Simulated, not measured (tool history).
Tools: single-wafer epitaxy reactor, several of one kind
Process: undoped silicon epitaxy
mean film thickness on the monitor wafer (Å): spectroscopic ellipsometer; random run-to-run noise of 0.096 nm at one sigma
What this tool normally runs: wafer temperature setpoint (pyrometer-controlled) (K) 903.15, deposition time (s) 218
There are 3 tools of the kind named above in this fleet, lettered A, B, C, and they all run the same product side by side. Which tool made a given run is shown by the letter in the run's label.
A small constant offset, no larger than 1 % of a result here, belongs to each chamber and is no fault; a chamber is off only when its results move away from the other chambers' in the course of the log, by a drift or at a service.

| run | day | wafer temperature setpoint (pyrometer-controlled) (K) | deposition time (s) | hours since the last pyrometer calibration | read-back reference wafer on the same gauge, thickness_nm | mean film thickness on the monitor wafer (Å) |
|---|---|---|---|---|---|---|
| 1B | 0.267 | 903.15 | 218 | 232.6 | 24.015 | 232.68 |
| 2A | 0.554 | 903.15 | 218 | 1199.1 | 23.987 | 234.84 |
| 3C | 0.962 | 903.15 | 218 | 1941.8 | 24.005 | 233.93 |
| 4C | 1.196 | 903.15 | 218 | 1947.4 | 24.004 | 233.52 |
| 5A | 1.567 | 894.15 | 182 | 1223.4 | 23.999 | 159.21 |
| 6B | 1.862 | 894.15 | 182 | 270.9 | 24.01 | 158.8 |
| 7C | 2.05 | 894.15 | 182 | 1967.9 | 24.001 | 158.86 |
| 8A | 2.271 | 895.15 | 193 | 1240.3 | 24.006 | 172.76 |
| 9B | 2.667 | 895.15 | 193 | 290.2 | 23.994 | 171.84 |
|  | 2.75 | chamber C: pyrometer calibrated |
| 10C | 3 | 895.15 | 193 | 6 | 24.035 | 177.55 |
| 11B | 3.304 | 894.15 | 246 | 305.5 | 24.009 | 212.95 |
| 12A | 3.642 | 894.15 | 246 | 1273.2 | 24.034 | 216.68 |
| 13C | 3.925 | 894.15 | 246 | 28.2 | 23.977 | 220.03 |
| 14B | 4.217 | 903.15 | 218 | 327.4 | 23.976 | 232.95 |
| 15A | 4.621 | 903.15 | 218 | 1296.7 | 23.989 | 235.03 |
| 16B | 5.017 | 903.15 | 218 | 346.6 | 23.978 | 232.66 |
| 17A | 5.25 | 903.15 | 218 | 1311.8 | 24.014 | 234.66 |
| 18C | 5.579 | 903.15 | 218 | 67.9 | 23.98 | 241.04 |
| 19C | 5.904 | 903.15 | 218 | 75.7 | 23.998 | 240.62 |
| 20A | 6.254 | 903.15 | 218 | 1335.9 | 23.985 | 235.6 |
| 21B | 6.567 | 903.15 | 218 | 383.8 | 23.981 | 233.99 |

Decide between three cases: one chamber stands off from its peers, the gauge reading all wafers drifts, or nothing is wrong past each chamber's small offset. Where a chamber is off, say which and what most likely put it there.

A service left chamber C off against the others.
What lies behind it: wafer temperature above the value expected at the setpoint (K) = 0.938.

Which of the 4 candidates below, each the usual settings with something changed and its results left as question marks, puts chamber C back in line with what the other chambers give on the usual settings?
Counts as in line when no further than this from what the other chambers average on the usual settings: mean film thickness on the monitor wafer (Å) 3.3
| 22C-1 | 6.862 | 904.15 | 219 |  |  | ? |
| 22C-2 | 6.862 | 903.15 | 229 |  |  | ? |
| 22C-3 | 6.862 | 903.15 | 207 |  |  | ? |
| 22C-4 | 6.862 | 903.15 | 212 |  |  | ? |

Usual-settings mean across the other chambers: mean film thickness on the monitor wafer (Å) 233.94
| run | mean film thickness on the monitor wafer (Å) |
|---|---|
| 22C-1 | 247.33 |
| 22C-2 | 252.73 |
| 22C-3 | 228.45 |
| 22C-4 | 233.97 |
The answer is 22C-4, which returns the chamber to within the allowed miss of the others.
